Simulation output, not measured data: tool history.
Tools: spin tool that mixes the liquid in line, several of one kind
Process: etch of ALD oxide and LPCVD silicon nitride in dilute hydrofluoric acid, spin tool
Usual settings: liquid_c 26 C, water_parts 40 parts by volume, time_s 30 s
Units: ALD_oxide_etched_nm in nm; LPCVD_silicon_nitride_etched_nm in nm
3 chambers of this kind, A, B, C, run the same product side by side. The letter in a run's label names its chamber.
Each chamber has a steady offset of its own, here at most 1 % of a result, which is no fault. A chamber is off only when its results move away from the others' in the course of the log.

run   hour  liquid_c  water_parts  time_s  read-back film thickness of the ALD oxide reference wafer, read on the same gauge (nm)  read-back film thickness of the LPCVD silicon nitride reference wafer, read on the same gauge (nm)  ALD_oxide_etched_nm  LPCVD_silicon_nitride_etched_nm
 1A   10.8        26           40      30                                                                                  50.006                                                                                              149.99                13.51                          0.41298
 2C     20        26           40      30                                                                                  50.039                                                                                              149.96               13.629                          0.42545
 3B   30.1        26           40      30                                                                                  49.998                                                                                              149.99                13.67                          0.36993
 4C   38.8        26           40      30                                                                                  50.024                                                                                              150.04               13.606                           0.4398
 5A   50.7        26           25      45                                                                                  49.992                                                                                                 150               32.817                          0.93409
 6B   56.8        26           25      45                                                                                   50.02                                                                                              150.05               33.392                           1.0427
 7A   67.4        26           25      45                                                                                  50.026                                                                                              149.99               33.116                           1.0001
 8C   75.1        26           40      30                                                                                  50.014                                                                                              150.02               13.596                          0.45261
 9B   84.5        26           40      30                                                                                  49.986                                                                                                 150                 13.7                          0.39912
10B   90.8        26           40      30                                                                                  50.012                                                                                              150.03               13.754                          0.42461
11C  102.3        26           40      30                                                                                  49.998                                                                                                 150               13.672                          0.37259
12A  113.1        26           40      30                                                                                  49.993                                                                                                 150               13.632                           0.4341
13B  121.4      28.5           40      30                                                                                  49.997                                                                                              150.02               15.031                          0.45344
14A  132.2      28.5           40      30                                                                                  49.982                                                                                              150.02               15.016                          0.52116
15C  138.5      28.5           40      30                                                                                  50.009                                                                                              150.02               15.165                          0.53334
16C  144.5        26           40      30                                                                                  49.994                                                                                                 150               13.489                          0.40893
17A  156.5        26           40      30                                                                                  49.996                                                                                              150.03               13.563                            0.353
18B    165        26           40      30                                                                                  49.994                                                                                              149.98               13.668                          0.41196
19B  176.2        26           40      30                                                                                  50.009                                                                                              150.01               13.593                           0.3286
20A  185.6        26           40      30                                                                                  50.012                                                                                              149.98               13.458                          0.44777
21C  197.3        26           40      30                                                                                  49.967                                                                                              150.02               13.624                          0.49545
22C  208.2        26           40      30                                                                                  49.996                                                                                                 150               13.474                          0.39265
23A  213.5        26           40      30                                                                                  49.987                                                                                              150.03               13.418                          0.37779

All 3 chambers run these settings next. Forecast each chamber's results:
24A  222.3        29           40      30                                                                                                                                                                                                                ?                                ?
24B  222.3        29           40      30                                                                                                                                                                                                                ?                                ?
24C  222.3        29           40      30                                                                                                                                                                                                                ?                                ?

run  ALD_oxide_etched_nm  LPCVD_silicon_nitride_etched_nm
24A               15.185                          0.43201
24B               15.321                          0.49856
24C               15.474                          0.48104
